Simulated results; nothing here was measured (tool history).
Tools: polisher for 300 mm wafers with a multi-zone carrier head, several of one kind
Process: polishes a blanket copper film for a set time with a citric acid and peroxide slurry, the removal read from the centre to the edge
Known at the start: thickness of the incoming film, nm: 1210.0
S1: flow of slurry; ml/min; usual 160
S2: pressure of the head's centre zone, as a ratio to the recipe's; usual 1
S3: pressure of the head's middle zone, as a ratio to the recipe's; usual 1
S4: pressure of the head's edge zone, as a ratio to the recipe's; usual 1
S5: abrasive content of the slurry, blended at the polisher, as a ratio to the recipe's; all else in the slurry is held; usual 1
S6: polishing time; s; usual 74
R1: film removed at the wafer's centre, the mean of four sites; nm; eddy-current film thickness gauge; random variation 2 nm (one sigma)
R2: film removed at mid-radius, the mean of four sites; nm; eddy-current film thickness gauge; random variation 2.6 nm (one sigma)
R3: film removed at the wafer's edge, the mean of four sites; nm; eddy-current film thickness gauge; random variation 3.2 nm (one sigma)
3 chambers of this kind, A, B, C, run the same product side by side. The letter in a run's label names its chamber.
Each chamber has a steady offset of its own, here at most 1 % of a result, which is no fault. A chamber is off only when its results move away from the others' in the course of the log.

Run 1A, hour 12.9: usual settings. Result: R1 217.71 nm, R2 221.62 nm, R3 213.08 nm.
At hour 19.5: chamber B: edge zone pressure recalibrated.
Run 2B, hour 24.8: usual settings. Result: R1 219.27 nm, R2 218.51 nm, R3 214.75 nm.
Run 3C, hour 33.9: usual settings. Result: R1 218.13 nm, R2 218.59 nm, R3 222.36 nm.
Run 4A, hour 45.3: usual settings. Result: R1 220.77 nm, R2 214 nm, R3 215.79 nm.
Run 5C, hour 57.6: usual settings but S1 200 ml/min. Result: R1 231.17 nm, R2 227.46 nm, R3 226.26 nm.
Run 6B, hour 63.9: usual settings but S1 200 ml/min. Result: R1 225.85 nm, R2 228.38 nm, R3 227.9 nm.
Run 7B, hour 71.5: usual settings but S1 200 ml/min. Result: R1 228.58 nm, R2 222.36 nm, R3 222.28 nm.
At hour 75.9: chamber A: worn pad replaced by a new one.
At hour 76.5: chamber B: worn pad replaced by a new one.
Run 8C, hour 78.5: usual settings. Result: R1 217.86 nm, R2 216.28 nm, R3 216.58 nm.
Run 9A, hour 89.2: usual settings. Result: R1 217.41 nm, R2 216.03 nm, R3 224.16 nm.
Run 10C, hour 99.6: usual settings but S1 115 ml/min, S6 91 s. Result: R1 249.17 nm, R2 254.82 nm, R3 257.03 nm.
Run 11B, hour 109.5: usual settings but S1 115 ml/min, S6 91 s. Result: R1 247.93 nm, R2 250.35 nm, R3 256.14 nm.
Run 12A, hour 117: usual settings but S1 115 ml/min, S6 91 s. Result: R1 241.25 nm, R2 249.96 nm, R3 258.5 nm.
Run 13B, hour 124.8: usual settings. Result: R1 219.06 nm, R2 217.85 nm, R3 214.55 nm.
At hour 131.5: chamber A: slurry nozzle cleaned.
Run 14C, hour 133.3: usual settings. Result: R1 220.12 nm, R2 223.26 nm, R3 218.24 nm.
Run 15A, hour 139.1: usual settings. Result: R1 215.73 nm, R2 219.21 nm, R3 216.53 nm.
Run 16B, hour 150.7: usual settings. Result: R1 222.48 nm, R2 220.29 nm, R3 212.98 nm.
At hour 157: chamber C: worn pad replaced by a new one.
Run 17A, hour 161.6: usual settings. Result: R1 217.4 nm, R2 217.59 nm, R3 218.33 nm.
Run 18C, hour 174.5: usual settings. Result: R1 217.95 nm, R2 221.56 nm, R3 221.05 nm.
Run 19C, hour 182.4: usual settings. Result: R1 219.63 nm, R2 223.96 nm, R3 219.9 nm.
Run 20B, hour 191.4: usual settings. Result: R1 217.61 nm, R2 216.35 nm, R3 215.79 nm.
Run 21A, hour 201.6: usual settings. Result: R1 216.36 nm, R2 220.51 nm, R3 222.97 nm.
At hour 206.8: chamber C: centre zone pressure recalibrated.
Run 22C, hour 207.7: usual settings. Result: R1 218.1 nm, R2 219.1 nm, R3 220.34 nm.
Run 23A, hour 220.6: usual settings. Result: R1 217.31 nm, R2 219.5 nm, R3 219.96 nm.
Run 24B, hour 231.3: usual settings. Result: R1 220.81 nm, R2 217.8 nm, R3 218.24 nm.
At hour 232.8: chamber B: centre zone pressure recalibrated.
Run 25B, hour 237.8: usual settings. Result: R1 189.97 nm, R2 217.07 nm, R3 216.08 nm.
At hour 239.1: chamber A: centre zone pressure recalibrated.
Run 26C, hour 246.9: usual settings. Result: R1 221.6 nm, R2 222.45 nm, R3 218.24 nm.
Run 27A, hour 254.2: usual settings. Result: R1 216.97 nm, R2 219.74 nm, R3 219.42 nm.
At hour 255.4: chamber B: worn pad replaced by a new one.
At hour 255.5: chamber A: worn pad replaced by a new one.
Run 28C, hour 262.3: usual settings but S1 205 ml/min, S2 0.93. Result: R1 210.82 nm, R2 229.67 nm, R3 222.74 nm.
Run 29B, hour 273: usual settings but S1 205 ml/min, S2 0.93. Result: R1 183.56 nm, R2 227.53 nm, R3 226.23 nm.
Run 30A, hour 282.5: usual settings but S1 205 ml/min, S2 0.93. Result: R1 206.6 nm, R2 228.36 nm, R3 226.35 nm.
Run 31C, hour 292.8: usual settings. Result: R1 216.56 nm, R2 215.03 nm, R3 219.13 nm.
Run 32A, hour 303.8: usual settings. Result: R1 216.92 nm, R2 219.47 nm, R3 220.93 nm.
Run 33B, hour 315.4: usual settings. Result: R1 194.51 nm, R2 211.87 nm, R3 215.98 nm.
Run 34C, hour 328.2: usual settings. Result: R1 215.37 nm, R2 215.76 nm, R3 221.84 nm.
Run 35A, hour 336.2: usual settings. Result: R1 219.81 nm, R2 219.05 nm, R3 221.71 nm.
At hour 342.2: chamber C: slurry nozzle cleaned.
Run 36B, hour 346.8: usual settings. Result: R1 193.25 nm, R2 218.22 nm, R3 220.44 nm.
Run 37C, hour 356.9: usual settings but S2 1.08, S5 0.75. Result: R1 224.44 nm, R2 211.47 nm, R3 208.76 nm.
Run 38B, hour 363.4: usual settings but S2 1.08, S5 0.75. Result: R1 195.52 nm, R2 203.3 nm, R3 203.44 nm.
Run 39A, hour 373.9: usual settings but S2 1.08, S5 0.75. Result: R1 224.85 nm, R2 209.99 nm, R3 203.09 nm.
Run 40B, hour 380.3: usual settings but S6 61 s. Result: R1 160.61 nm, R2 183.38 nm, R3 176.06 nm.

All 3 chambers run these settings next. Forecast each chamber's results:
Run 41A, hour 389.7: usual settings. Result: R1 ?, R2 ?, R3 ?.
Run 41B, hour 389.7: usual settings. Result: R1 ?, R2 ?, R3 ?.
Run 41C, hour 389.7: usual settings. Result: R1 ?, R2 ?, R3 ?.

run      R1      R2      R3
41A  219.32  218.14  215.36
41B  190.32  219.53  217.01
41C  216.46  220.54  219.88
